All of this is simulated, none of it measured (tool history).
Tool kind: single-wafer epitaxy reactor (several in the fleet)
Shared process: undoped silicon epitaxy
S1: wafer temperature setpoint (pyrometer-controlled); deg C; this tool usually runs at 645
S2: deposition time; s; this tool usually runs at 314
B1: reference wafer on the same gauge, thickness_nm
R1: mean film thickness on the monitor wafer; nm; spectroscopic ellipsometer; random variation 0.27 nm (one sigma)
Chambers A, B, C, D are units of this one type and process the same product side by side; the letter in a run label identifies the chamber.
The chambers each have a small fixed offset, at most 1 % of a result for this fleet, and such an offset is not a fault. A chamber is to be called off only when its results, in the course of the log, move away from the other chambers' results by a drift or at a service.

run	hour	S1	S2	B1	R1
1D	6	645	314	56.596	47.105
2C	13.9	645	314	56.609	46.791
3A	21.2	645	314	56.622	47.316
4B	30.9	645	314	56.603	46.7
5C	39.5	645	314	56.607	46.707
6A	45.9	645	314	56.619	47.448
7D	51.8	645	314	56.621	47.236
8B	58.1	645	314	56.585	46.507
9D	65.2	645	314	56.623	47.178
10B	71.2	645	314	56.524	47.25
11C	75.9	645	314	56.608	47.136
# hour 76.7: chamber B: pyrometer calibrated
12A	83.5	645	314	56.574	47.109
13A	91.6	645	314	56.539	47.7
14D	98.1	645	314	56.638	46.711
15C	107	645	314	56.634	47.159
16B	116.9	656	314	56.603	59.599
17D	126.2	656	314	56.641	59.863
18C	135	656	314	56.557	60.378
19A	141.1	656	314	56.565	60.366
# hour 142: chamber C: pyrometer calibrated
20B	147.9	645	314	56.609	47.401
21A	156.3	645	314	56.546	47.346
22D	161.8	645	314	56.645	47.059
23B	166.9	645	314	56.558	47.139
24C	176.9	645	314	56.569	47.166
25D	185.9	645	314	56.552	47.483
26B	193.6	658	333	56.636	66.314
27A	201.4	658	333	56.552	66.506
28C	211.1	658	333	56.665	66.651
29A	218.5	658	333	56.592	67.568
30C	226.3	645	314	56.571	47.063
31B	232.5	651	347	56.585	58.977
32D	237.1	651	347	56.672	59.492
33A	246.9	651	347	56.629	59.692
34C	255	651	347	56.649	58.772
35D	260.4	645	314	56.622	47.056

Is one chamber out of step, is the gauge drifting, or do the chambers differ by no more than their own small offsets? For an off chamber, give its letter and the likeliest cause.

Beyond each chamber's small constant offset nothing stands out, and the gauge stays steady.
